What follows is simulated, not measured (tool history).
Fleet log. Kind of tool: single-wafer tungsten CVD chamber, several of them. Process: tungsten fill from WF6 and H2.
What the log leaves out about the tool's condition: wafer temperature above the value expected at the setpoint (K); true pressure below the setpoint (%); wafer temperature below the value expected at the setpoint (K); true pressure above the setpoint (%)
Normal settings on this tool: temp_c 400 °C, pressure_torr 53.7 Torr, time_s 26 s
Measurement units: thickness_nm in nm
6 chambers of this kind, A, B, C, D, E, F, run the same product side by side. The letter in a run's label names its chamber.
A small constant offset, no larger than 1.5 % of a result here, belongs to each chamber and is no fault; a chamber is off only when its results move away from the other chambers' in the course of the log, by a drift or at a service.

| run | hour | temp_c | pressure_torr | time_s | hours since the last thermocouple change | hours since the last manometer calibration | read-back reference wafer on the same gauge, thickness_nm | thickness_nm |
|---|---|---|---|---|---|---|---|---|
| 1A | 9.1 | 400 | 53.7 | 26 | 20.5 | 157.4 | 113.67 | 99.585 |
| 2F | 16.3 | 400 | 53.7 | 26 | 112.6 | 498.2 | 113.69 | 99.662 |
| 3E | 27.1 | 400 | 53.7 | 26 | 127.9 | 2098.6 | 113.69 | 99.837 |
| 4D | 34.5 | 400 | 53.7 | 26 | 1748 | 1582.7 | 113.65 | 99.789 |
| 5B | 46.8 | 400 | 53.7 | 26 | 501.6 | 1574.3 | 113.66 | 99.819 |
| 6C | 55.9 | 400 | 53.7 | 26 | 554.2 | 1106.1 | 113.66 | 99.56 |
| 7B | 66.8 | 400 | 53.7 | 26 | 521.6 | 1594.3 | 113.69 | 100.19 |
| 8E | 79.4 | 400 | 53.7 | 26 | 180.2 | 2150.9 | 113.67 | 100.47 |
| 9C | 85.1 | 400 | 53.7 | 26 | 583.4 | 1135.3 | 113.64 | 99.238 |
| 10A | 95.8 | 400 | 53.7 | 26 | 107.2 | 244.1 | 113.73 | 98.946 |
| 11F | 103.5 | 400 | 53.7 | 26 | 199.8 | 585.4 | 113.71 | 99.514 |
| 12D | 111.5 | 400 | 53.7 | 26 | 1825 | 1659.7 | 113.66 | 99.19 |
| 13B | 120.6 | 400 | 53.7 | 26 | 575.4 | 1648.1 | 113.74 | 99.609 |
| 14C | 127.1 | 400 | 53.7 | 26 | 625.4 | 1177.3 | 113.69 | 99.083 |
| 15E | 137.2 | 400 | 53.7 | 26 | 238 | 2208.7 | 113.73 | 100.36 |
| 16F | 148.3 | 395 | 53.7 | 26 | 244.6 | 630.2 | 113.65 | 91.284 |
| 17A | 159.5 | 395 | 53.7 | 26 | 170.9 | 307.8 | 113.66 | 90.169 |
| 18D | 168 | 395 | 53.7 | 26 | 1881.5 | 1716.2 | 113.8 | 90.009 |
| 19E | 180.6 | 395 | 53.7 | 26 | 281.4 | 2252.1 | 113.66 | 91.052 |
| 20A | 192.9 | 395 | 53.7 | 26 | 204.3 | 341.2 | 113.67 | 90.945 |
| 21D | 199.2 | 395 | 53.7 | 26 | 1912.7 | 1747.4 | 113.68 | 90.059 |
| 22C | 205.8 | 400 | 53.7 | 26 | 704.1 | 1256 | 113.73 | 98.887 |
| 23B | 216.4 | 400 | 53.7 | 22.5 | 671.2 | 1743.9 | 113.72 | 86.512 |
| 24F | 225.8 | 400 | 53.7 | 22.5 | 322.1 | 707.7 | 113.77 | 86.088 |
| 25A | 238.5 | 400 | 53.7 | 22.5 | 249.9 | 386.8 | 113.65 | 86.189 |
| 26E | 249.2 | 400 | 53.7 | 22.5 | 350 | 2320.7 | 113.78 | 87.431 |
| 27C | 259.6 | 400 | 53.7 | 22.5 | 757.9 | 1309.8 | 113.79 | 86.016 |
| 28B | 269.7 | 400 | 53.7 | 22.5 | 724.5 | 1797.2 | 113.79 | 86.117 |
| 29F | 281.4 | 400 | 53.7 | 26 | 377.7 | 763.3 | 113.8 | 100.17 |
| 30D | 290.1 | 400 | 53.7 | 26 | 2003.6 | 1838.3 | 113.77 | 98.96 |
| 31D | 296.3 | 400 | 53.7 | 26 | 2009.8 | 1844.5 | 113.75 | 98.873 |
| 32F | 303.9 | 400 | 53.7 | 26 | 400.2 | 785.8 | 113.71 | 99.832 |
|  | 307.3 | chamber C: capacitance manometer re-zeroed and calibrated |
| 33E | 312.4 | 400 | 53.7 | 26 | 413.2 | 2383.9 | 113.64 | 99.588 |
| 34C | 322.2 | 400 | 53.7 | 26 | 820.5 | 14.9 | 113.73 | 98.962 |
| 35A | 329.6 | 400 | 53.7 | 26 | 341 | 477.9 | 113.77 | 99.547 |
| 36B | 338.4 | 400 | 53.7 | 26 | 793.2 | 1865.9 | 113.68 | 99.865 |
| 37C | 348.1 | 400 | 53.7 | 28.5 | 846.4 | 40.8 | 113.72 | 109.19 |
| 38E | 358 | 400 | 53.7 | 28.5 | 458.8 | 2429.5 | 113.59 | 109.94 |
| 39B | 369.7 | 400 | 53.7 | 28.5 | 824.5 | 1897.2 | 113.61 | 109.36 |
| 40D | 380.4 | 400 | 53.7 | 28.5 | 2093.9 | 1928.6 | 113.61 | 108.17 |

Read the log: is a single chamber off, either drifting away or since a service, is the gauge that measures every chamber drifting, or is nothing wrong beyond small per-chamber offsets? Name any odd chamber and what most likely caused it.

All chambers stay in line apart from their small fixed offsets, and the gauge does not drift.
